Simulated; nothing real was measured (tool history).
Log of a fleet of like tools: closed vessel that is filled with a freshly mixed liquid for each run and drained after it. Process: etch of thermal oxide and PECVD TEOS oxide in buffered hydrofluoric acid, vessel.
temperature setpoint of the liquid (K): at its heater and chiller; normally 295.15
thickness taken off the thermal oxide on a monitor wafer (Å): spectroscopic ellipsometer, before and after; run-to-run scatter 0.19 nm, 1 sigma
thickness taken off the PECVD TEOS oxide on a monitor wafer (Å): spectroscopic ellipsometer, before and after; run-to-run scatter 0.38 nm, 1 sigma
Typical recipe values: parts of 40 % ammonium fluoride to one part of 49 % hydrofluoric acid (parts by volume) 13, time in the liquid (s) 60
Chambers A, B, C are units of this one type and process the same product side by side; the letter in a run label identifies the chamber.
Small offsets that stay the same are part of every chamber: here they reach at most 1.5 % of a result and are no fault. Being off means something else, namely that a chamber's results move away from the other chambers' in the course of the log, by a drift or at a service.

run  hour  temperature setpoint of the liquid (K)  parts of 40 % ammonium fluoride to one part of 49 % hydrofluoric acid (parts by volume)  time in the liquid (s)  hours since the thermometer was replaced  hours since the hydrofluoric acid flow meter was replaced  read-back film thickness of the thermal oxide reference wafer, read on the same gauge (nm)  read-back film thickness of the PECVD TEOS oxide reference wafer, read on the same gauge (nm)  thickness taken off the thermal oxide on a monitor wafer (Å)  thickness taken off the PECVD TEOS oxide on a monitor wafer (Å)
 1B   4.1                                  295.15                                                                                       13                      60                                     349.3                                                      405.2                                                                                      70.018                                                                                         110.01                                                        483.67                                                           557.26
 2A   8.9                                  295.15                                                                                       13                      60                                     940.5                                                      288.8                                                                                      69.995                                                                                         109.99                                                        481.07                                                           548.29
 3C  13.1                                  295.15                                                                                       13                      60                                     919.1                                                      957.1                                                                                      69.974                                                                                         110.01                                                        485.82                                                            546.3
 4B  17.1                                  295.15                                                                                       13                      60                                     362.3                                                      418.2                                                                                      70.023                                                                                         110.01                                                        480.37                                                           551.91
 5C  21.3                                  295.15                                                                                       13                      60                                     927.3                                                      965.3                                                                                      70.033                                                                                         110.02                                                        481.92                                                           542.38
 6A  25.1                                  295.15                                                                                       13                      60                                     956.7                                                        305                                                                                      70.009                                                                                            110                                                        480.76                                                           539.56
 7B  29.6                                  295.15                                                                                       13                      60                                     374.8                                                      430.7                                                                                      69.973                                                                                         109.99                                                        476.62                                                           555.78
 8C    32                                  295.15                                                                                       13                      60                                       938                                                        976                                                                                      70.023                                                                                         110.02                                                        486.79                                                           537.46
 9A  36.4                                  295.15                                                                                       13                      60                                       968                                                      316.3                                                                                      70.026                                                                                         110.02                                                        481.87                                                            543.4
10B  40.1                                  295.15                                                                                       13                      60                                     385.3                                                      441.2                                                                                      69.998                                                                                         109.98                                                        479.27                                                            560.9
11A  43.6                                  295.15                                                                                       13                      60                                     975.2                                                      323.5                                                                                      70.038                                                                                         109.99                                                        481.42                                                           546.83
12C  46.6                                  299.65                                                                                       13                      85                                     952.6                                                      990.6                                                                                      70.026                                                                                         110.01                                                        881.36                                                            990.7
13C    51                                  299.65                                                                                       13                      85                                       957                                                        995                                                                                          70                                                                                         109.99                                                        883.14                                                           988.88
14A  53.9                                  299.65                                                                                       13                      85                                     985.5                                                      333.8                                                                                      69.997                                                                                         109.97                                                        878.54                                                           991.34
15B  56.2                                  295.15                                                                                       13                      60                                     401.4                                                      457.3                                                                                      69.981                                                                                         109.99                                                        479.71                                                           562.68
16C  59.3                                  295.15                                                                                       13                      60                                     965.3                                                     1003.3                                                                                      69.987                                                                                            110                                                        487.04                                                           539.44
17A    64                                  295.15                                                                                       13                      60                                     995.6                                                      343.9                                                                                      69.964                                                                                            110                                                        483.46                                                           548.01
18B  66.7                                  295.15                                                                                       13                      60                                     411.9                                                      467.8                                                                                      70.024                                                                                         110.01                                                        482.14                                                            561.2
19C  71.2                                  295.15                                                                                       13                      60                                     977.2                                                     1015.2                                                                                      69.961                                                                                         109.99                                                        485.24                                                           541.92
20B  75.1                                  295.15                                                                                       13                      60                                     420.3                                                      476.2                                                                                      69.989                                                                                         109.99                                                        481.31                                                           560.31
21A  78.5                                  295.15                                                                                       13                      60                                    1010.1                                                      358.4                                                                                      69.992                                                                                         110.02                                                        481.59                                                           549.68
22A  81.9                                  295.15                                                                                       13                      60                                    1013.5                                                      361.8                                                                                      69.988                                                                                            110                                                        479.02                                                           544.83
23C  85.1                                  295.15                                                                                       13                      60                                     991.1                                                     1029.1                                                                                      70.018                                                                                         109.99                                                        487.49                                                           542.37
     85.6  -- chamber B: hydrofluoric acid flow meter replaced
24B  89.9                                  295.15                                                                                       13                      60                                     435.1                                                        4.3                                                                                      69.971                                                                                         109.99                                                        480.37                                                           562.25
25A    93                                  295.15                                                                                       13                      60                                    1024.6                                                      372.9                                                                                      70.032                                                                                         110.01                                                        481.85                                                           550.53
26B    96                                  295.15                                                                                       13                      60                                     441.2                                                       10.4                                                                                      70.023                                                                                            110                                                        481.45                                                           552.83

Is one chamber out of step, is the gauge drifting, or do the chambers differ by no more than their own small offsets? For an off chamber, give its letter and the likeliest cause.

All chambers stay in line apart from their small fixed offsets, and the gauge does not drift.
